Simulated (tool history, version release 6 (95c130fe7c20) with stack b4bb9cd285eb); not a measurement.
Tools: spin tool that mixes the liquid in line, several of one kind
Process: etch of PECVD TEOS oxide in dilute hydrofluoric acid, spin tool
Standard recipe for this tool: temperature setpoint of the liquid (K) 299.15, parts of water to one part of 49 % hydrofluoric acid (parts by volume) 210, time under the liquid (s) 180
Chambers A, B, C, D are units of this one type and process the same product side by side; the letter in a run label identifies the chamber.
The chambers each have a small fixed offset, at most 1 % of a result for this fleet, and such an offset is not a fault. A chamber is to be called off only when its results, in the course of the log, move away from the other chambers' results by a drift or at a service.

run	hour	temperature setpoint of the liquid (K)	parts of water to one part of 49 % hydrofluoric acid (parts by volume)	time under the liquid (s)	read-back film thickness of the PECVD TEOS oxide reference wafer, read on the same gauge (nm)	thickness taken off the PECVD TEOS oxide on a monitor wafer (nm)
# hour 2.4: chamber D: thermometer replaced
1A	9	299.15	210	180	140.05	11.915
2B	23.4	299.15	210	180	140.02	11.937
3D	36.1	299.15	210	180	140	11.94
4C	47.4	299.15	210	180	139.98	11.858
5A	59.2	297.15	210	130	139.99	7.9535
6B	70.1	297.15	210	130	140.01	7.958
# hour 78.3: chamber A: hydrofluoric acid flow meter replaced
7C	82.8	297.15	210	130	139.99	8.0232
8D	92.2	297.15	210	130	139.98	7.9763
9D	102.8	299.15	210	180	140.02	11.859
10A	111.6	303.65	210	225	140.04	17.204
11B	122.5	303.65	210	225	140.03	17.434
12C	131.9	303.65	210	225	139.99	17.424
13A	142.6	303.65	210	225	139.99	17.381
14B	154.3	299.15	210	180	139.95	11.877
15D	161.1	299.15	210	180	139.98	11.999
16C	167.9	299.15	210	180	139.97	11.926
17A	180.1	299.15	210	180	139.99	11.918
18D	193.9	296.65	210	125	140	7.537
19C	200.6	296.65	210	125	140.02	7.6187
20B	210	296.65	210	125	139.96	7.4786
21B	221.8	296.65	210	125	139.97	7.501
22D	229.4	299.15	210	180	140	12.063
23C	244.1	299.15	210	180	140.01	11.873
24A	256.8	299.15	210	180	139.98	11.87
25B	264.1	299.15	210	180	140.03	11.756
26A	270.7	299.15	210	180	139.98	11.972
27D	283.4	295.65	260	180	140.02	8.2692
28C	294	295.65	260	180	140	8.102
29B	306.9	295.65	260	180	140	7.9597
30A	317.4	295.65	260	180	140.01	8.0615
31D	332	299.15	210	180	140	12.309
32C	342.3	301.15	210	180	140	12.786
33B	356.4	301.15	210	180	140.02	12.784
34A	364.4	301.15	210	180	140.01	12.848
35C	372.7	301.15	210	180	140.05	12.822
36D	385.7	299.15	210	180	140.05	12.423
37B	393.9	299.15	210	180	140.05	11.885
38C	408.5	299.15	210	180	140.01	11.971
39A	416.9	299.15	210	180	140.03	11.953
40D	423.6	299.15	210	180	140.03	12.656

Which is it: a chamber that has drifted or been left off by a service, a gauge drift common to all chambers, or only each chamber's usual small offset? If a chamber is off, name it and its likeliest cause.

It is chamber D that slowly wanders off from its peers.
Likeliest cause: hydrofluoric acid flow above the setpoint (%) = 4.9.
Not necessarily distinguishable in this log from: liquid hotter than its thermometer reads (K).

Which of the 4 candidates below, each the usual settings with something changed and its results left as question marks, puts chamber D back in line with what the other chambers give on the usual settings?
Maximum distance from the other chambers' mean on the usual settings for a result to count as in line: thickness taken off the PECVD TEOS oxide on a monitor wafer (nm) 0.2
41D-1	434.4	299.15	210	170		?
41D-2	434.4	299.15	205	185		?
41D-3	434.4	299.15	210	185		?
41D-4	434.4	299.15	210	175		?

What the other chambers average on the usual settings: thickness taken off the PECVD TEOS oxide on a monitor wafer (nm) 11.886
run	thickness taken off the PECVD TEOS oxide on a monitor wafer (nm)
41D-1	11.923
41D-2	13.363
41D-3	12.975
41D-4	12.274
Change 41D-1 lands the chamber within the allowed miss of the other chambers.
